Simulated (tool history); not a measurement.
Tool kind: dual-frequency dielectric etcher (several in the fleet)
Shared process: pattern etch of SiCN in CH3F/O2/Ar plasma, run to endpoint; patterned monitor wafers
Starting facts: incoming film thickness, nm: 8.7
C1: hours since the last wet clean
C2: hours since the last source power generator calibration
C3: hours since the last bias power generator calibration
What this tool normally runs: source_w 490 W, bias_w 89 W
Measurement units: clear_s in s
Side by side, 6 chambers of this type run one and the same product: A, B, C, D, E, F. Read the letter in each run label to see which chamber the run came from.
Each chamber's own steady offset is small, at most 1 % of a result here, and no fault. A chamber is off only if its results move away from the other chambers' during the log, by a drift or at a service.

{"hour": 0.3, "done": "chamber C: wet clean of the chamber"}
{"run": "1C", "hour": 11.2, "source_w": 490, "bias_w": 89, "C1": 10.9, "C2": 820.8, "C3": 943.4, "clear_s": 19.982}
{"run": "2D", "hour": 18.4, "source_w": 490, "bias_w": 89, "C1": 434.1, "C2": 2427.7, "C3": 100.9, "clear_s": 19.964}
{"hour": 18.7, "done": "chamber F: wet clean of the chamber"}
{"hour": 23.5, "done": "chamber D: wet clean of the chamber"}
{"run": "3A", "hour": 26.8, "source_w": 490, "bias_w": 89, "C1": 317.2, "C2": 1532.4, "C3": 683.1, "clear_s": 19.968}
{"hour": 32.2, "done": "chamber E: wet clean of the chamber"}
{"run": "4B", "hour": 36.9, "source_w": 490, "bias_w": 89, "C1": 353.8, "C2": 687.1, "C3": 946.5, "clear_s": 19.927}
{"run": "5F", "hour": 46.3, "source_w": 490, "bias_w": 89, "C1": 27.6, "C2": 77.4, "C3": 1586.4, "clear_s": 19.941}
{"run": "6E", "hour": 58.1, "source_w": 490, "bias_w": 89, "C1": 26.0, "C2": 1873.4, "C3": 3401.3, "clear_s": 19.934}
{"run": "7D", "hour": 67.6, "source_w": 490, "bias_w": 89, "C1": 44.2, "C2": 2476.9, "C3": 150.1, "clear_s": 19.823}
{"hour": 71.8, "done": "chamber E: bias power generator calibrated"}
{"run": "8F", "hour": 74.1, "source_w": 490, "bias_w": 89, "C1": 55.4, "C2": 105.2, "C3": 1614.2, "clear_s": 20.077}
{"run": "9C", "hour": 82.4, "source_w": 490, "bias_w": 89, "C1": 82.1, "C2": 892.0, "C3": 1014.6, "clear_s": 20.016}
{"run": "10E", "hour": 88.6, "source_w": 490, "bias_w": 89, "C1": 56.5, "C2": 1903.9, "C3": 16.9, "clear_s": 19.879}
{"run": "11A", "hour": 97.4, "source_w": 490, "bias_w": 89, "C1": 387.8, "C2": 1603.0, "C3": 753.7, "clear_s": 19.825}
{"run": "12B", "hour": 104.9, "source_w": 490, "bias_w": 89, "C1": 421.8, "C2": 755.1, "C3": 1014.5, "clear_s": 19.895}
{"run": "13A", "hour": 110.2, "source_w": 490, "bias_w": 89, "C1": 400.6, "C2": 1615.8, "C3": 766.5, "clear_s": 19.806}
{"hour": 115.1, "done": "chamber B: wet clean of the chamber"}
{"run": "14C", "hour": 120.4, "source_w": 490, "bias_w": 74, "C1": 120.1, "C2": 930.0, "C3": 1052.6, "clear_s": 21.388}
{"run": "15B", "hour": 131.1, "source_w": 490, "bias_w": 74, "C1": 16.1, "C2": 781.3, "C3": 1040.7, "clear_s": 21.217}
{"run": "16E", "hour": 141.9, "source_w": 490, "bias_w": 74, "C1": 109.8, "C2": 1957.2, "C3": 70.2, "clear_s": 21.223}
{"run": "17F", "hour": 151.8, "source_w": 490, "bias_w": 74, "C1": 133.1, "C2": 182.9, "C3": 1691.9, "clear_s": 21.33}
{"run": "18D", "hour": 157.7, "source_w": 490, "bias_w": 74, "C1": 134.3, "C2": 2567.0, "C3": 240.2, "clear_s": 21.361}
{"run": "19F", "hour": 166.0, "source_w": 490, "bias_w": 74, "C1": 147.3, "C2": 197.1, "C3": 1706.1, "clear_s": 21.455}
{"run": "20B", "hour": 175.4, "source_w": 490, "bias_w": 89, "C1": 60.4, "C2": 825.6, "C3": 1085.0, "clear_s": 19.884}
{"run": "21E", "hour": 182.5, "source_w": 490, "bias_w": 89, "C1": 150.4, "C2": 1997.8, "C3": 110.8, "clear_s": 20.037}
{"run": "22A", "hour": 190.3, "source_w": 490, "bias_w": 89, "C1": 480.7, "C2": 1695.9, "C3": 846.6, "clear_s": 19.991}
{"run": "23C", "hour": 199.5, "source_w": 490, "bias_w": 89, "C1": 199.2, "C2": 1009.1, "C3": 1131.7, "clear_s": 20.143}
{"run": "24D", "hour": 207.9, "source_w": 490, "bias_w": 89, "C1": 184.5, "C2": 2617.2, "C3": 290.4, "clear_s": 19.949}
{"run": "25F", "hour": 220.0, "source_w": 490, "bias_w": 89, "C1": 201.3, "C2": 251.1, "C3": 1760.1, "clear_s": 20.0}
{"run": "26B", "hour": 231.7, "source_w": 490, "bias_w": 89, "C1": 116.7, "C2": 881.9, "C3": 1141.3, "clear_s": 19.933}
{"hour": 231.8, "done": "chamber A: wet clean of the chamber"}
{"run": "27D", "hour": 243.6, "source_w": 380, "bias_w": 110, "C1": 220.2, "C2": 2652.9, "C3": 326.1, "clear_s": 20.317}
{"run": "28E", "hour": 254.9, "source_w": 380, "bias_w": 110, "C1": 222.8, "C2": 2070.2, "C3": 183.2, "clear_s": 20.115}
{"run": "29A", "hour": 262.1, "source_w": 380, "bias_w": 110, "C1": 30.4, "C2": 1767.7, "C3": 918.4, "clear_s": 20.282}
{"run": "30C", "hour": 271.1, "source_w": 380, "bias_w": 110, "C1": 270.8, "C2": 1080.7, "C3": 1203.3, "clear_s": 20.151}
{"run": "31A", "hour": 282.3, "source_w": 380, "bias_w": 110, "C1": 50.6, "C2": 1787.9, "C3": 938.6, "clear_s": 20.215}
{"run": "32F", "hour": 289.9, "source_w": 380, "bias_w": 110, "C1": 271.2, "C2": 321.0, "C3": 1830.0, "clear_s": 20.328}
{"run": "33E", "hour": 300.3, "source_w": 490, "bias_w": 89, "C1": 268.2, "C2": 2115.6, "C3": 228.6, "clear_s": 19.985}
{"run": "34D", "hour": 307.6, "source_w": 490, "bias_w": 89, "C1": 284.2, "C2": 2716.9, "C3": 390.1, "clear_s": 20.117}
{"run": "35B", "hour": 314.7, "source_w": 490, "bias_w": 89, "C1": 199.7, "C2": 964.9, "C3": 1224.3, "clear_s": 19.948}
{"hour": 316.3, "done": "chamber F: bias power generator calibrated"}
{"run": "36C", "hour": 320.1, "source_w": 490, "bias_w": 89, "C1": 319.8, "C2": 1129.7, "C3": 1252.3, "clear_s": 19.96}
{"run": "37B", "hour": 329.6, "source_w": 490, "bias_w": 89, "C1": 214.6, "C2": 979.8, "C3": 1239.2, "clear_s": 19.911}
{"run": "38D", "hour": 335.8, "source_w": 490, "bias_w": 89, "C1": 312.4, "C2": 2745.1, "C3": 418.3, "clear_s": 19.883}
{"run": "39A", "hour": 348.0, "source_w": 490, "bias_w": 89, "C1": 116.3, "C2": 1853.6, "C3": 1004.3, "clear_s": 19.91}
{"run": "40F", "hour": 359.1, "source_w": 490, "bias_w": 89, "C1": 340.4, "C2": 390.2, "C3": 42.8, "clear_s": 20.061}

All 6 chambers run these settings next. Forecast each chamber's results:
{"run": "41A", "hour": 367.9, "source_w": 490, "bias_w": 89, "clear_s": "?"}
{"run": "41B", "hour": 367.9, "source_w": 490, "bias_w": 89, "clear_s": "?"}
{"run": "41C", "hour": 367.9, "source_w": 490, "bias_w": 89, "clear_s": "?"}
{"run": "41D", "hour": 367.9, "source_w": 490, "bias_w": 89, "clear_s": "?"}
{"run": "41E", "hour": 367.9, "source_w": 490, "bias_w": 89, "clear_s": "?"}
{"run": "41F", "hour": 367.9, "source_w": 490, "bias_w": 89, "clear_s": "?"}

run=41A clear_s=19.866
run=41B clear_s=19.925
run=41C clear_s=19.942
run=41D clear_s=19.964
run=41E clear_s=19.823
run=41F clear_s=19.928
